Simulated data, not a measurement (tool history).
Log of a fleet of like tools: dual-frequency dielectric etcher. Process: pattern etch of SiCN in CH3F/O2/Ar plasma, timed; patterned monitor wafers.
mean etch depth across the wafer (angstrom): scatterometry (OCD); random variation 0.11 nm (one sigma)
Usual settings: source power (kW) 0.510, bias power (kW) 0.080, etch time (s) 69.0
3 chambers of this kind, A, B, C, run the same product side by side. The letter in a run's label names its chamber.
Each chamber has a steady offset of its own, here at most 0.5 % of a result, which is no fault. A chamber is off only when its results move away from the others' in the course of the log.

run   hour  source power (kW)  bias power (kW)  etch time (s)  read-back reference wafer on the same gauge, depth_nm  mean etch depth across the wafer (angstrom)
 1C    8.3              0.510            0.080           69.0                                                 25.029                                       296.63
 2B   19.4              0.510            0.080           69.0                                                 24.972                                       293.11
 3A   26.6              0.510            0.080           69.0                                                 24.999                                       296.19
 4C   36.1              0.510            0.080           69.0                                                 25.022                                       294.53
 5B   46.2              0.510            0.080           69.0                                                 25.022                                       293.49
 6A   58.4              0.510            0.080           69.0                                                 24.995                                       296.27
 7B   68.4              0.510            0.080           69.0                                                 25.000                                       293.88
 8C   75.2              0.510            0.080           69.0                                                 24.995                                       296.27
 9A   84.7              0.510            0.080           69.0                                                 24.991                                       296.31
10C   92.5              0.510            0.080           69.0                                                 24.977                                       298.38
     100.1  -- chamber A: wet clean of the chamber
11A  101.6              0.630            0.066           69.0                                                 25.005                                       297.81
12B  112.5              0.630            0.066           69.0                                                 25.007                                       300.37
13A  121.1              0.630            0.066           69.0                                                 24.987                                       299.13
14C  131.6              0.510            0.080           69.0                                                 25.011                                       294.57
15B  139.4              0.510            0.080           69.0                                                 25.005                                       294.35
16A  147.7              0.510            0.080           69.0                                                 24.993                                       294.63
17C  159.7              0.570            0.080           57.5                                                 25.020                                       257.36
18B  170.2              0.570            0.080           57.5                                                 25.011                                       258.44
19C  178.5              0.570            0.080           57.5                                                 24.998                                       256.09
20A  185.2              0.510            0.080           69.0                                                 25.003                                       293.44
21B  195.3              0.510            0.080           69.0                                                 25.013                                       297.81
22A  204.3              0.510            0.080           69.0                                                 24.984                                       292.94
23B  213.6              0.510            0.080           69.0                                                 24.996                                       297.48
24C  219.9              0.510            0.080           69.0                                                 25.013                                       296.50
25A  230.7              0.510            0.080           69.0                                                 24.995                                       296.35
26B  242.8              0.510            0.080           69.0                                                 25.002                                       297.47
27C  252.0              0.460            0.071           69.0                                                 25.008                                       272.79
28C  260.2              0.460            0.071           69.0                                                 24.988                                       274.54
29B  267.8              0.460            0.071           69.0                                                 25.018                                       276.10
30A  275.0              0.510            0.080           69.0                                                 24.984                                       295.59
31C  282.3              0.510            0.080           69.0                                                 25.000                                       295.93
32A  289.0              0.510            0.080           69.0                                                 25.012                                       296.29
     294.1  -- chamber C: wet clean of the chamber
33B  296.3              0.510            0.080           69.0                                                 25.002                                       300.18
34A  302.6              0.510            0.080           79.5                                                 25.014                                       341.68
35C  312.6              0.510            0.080           79.5                                                 25.015                                       339.68
36B  319.1              0.510            0.080           79.5                                                 24.997                                       347.73
37B  326.7              0.510            0.080           69.0                                                 25.003                                       301.64
38C  335.5              0.510            0.080           69.0                                                 24.984                                       292.43

Is one chamber off against the others, does the gauge drift, or is nothing wrong? If a chamber is off, say which, and what the likeliest cause is.

Chamber B drifts away from the others.
Cause: etch rate over this chamber's usual, % = 2.61.

Here are 4 candidates for chamber B's next run, each the usual settings with a change, their results left as question marks. Which one brings its results back in line with what the others give on the usual settings?
In line means no further than this from the other chambers' mean on the usual settings: mean etch depth across the wafer (angstrom) 3.90
39B-1  344.9              0.540            0.080           69.0                                                                                                   ?
39B-2  344.9              0.510            0.080           67.5                                                                                                   ?
39B-3  344.9              0.510            0.080           72.0                                                                                                   ?
39B-4  344.9              0.500            0.079           66.5                                                                                                   ?

The other chambers' mean on the usual settings: mean etch depth across the wafer (angstrom) 295.20
  run  mean etch depth across the wafer (angstrom)
39B-1                                       307.75
39B-2                                       294.66
39B-3                                       314.30
39B-4                                       286.87
39B-2 brings the chamber back in line.

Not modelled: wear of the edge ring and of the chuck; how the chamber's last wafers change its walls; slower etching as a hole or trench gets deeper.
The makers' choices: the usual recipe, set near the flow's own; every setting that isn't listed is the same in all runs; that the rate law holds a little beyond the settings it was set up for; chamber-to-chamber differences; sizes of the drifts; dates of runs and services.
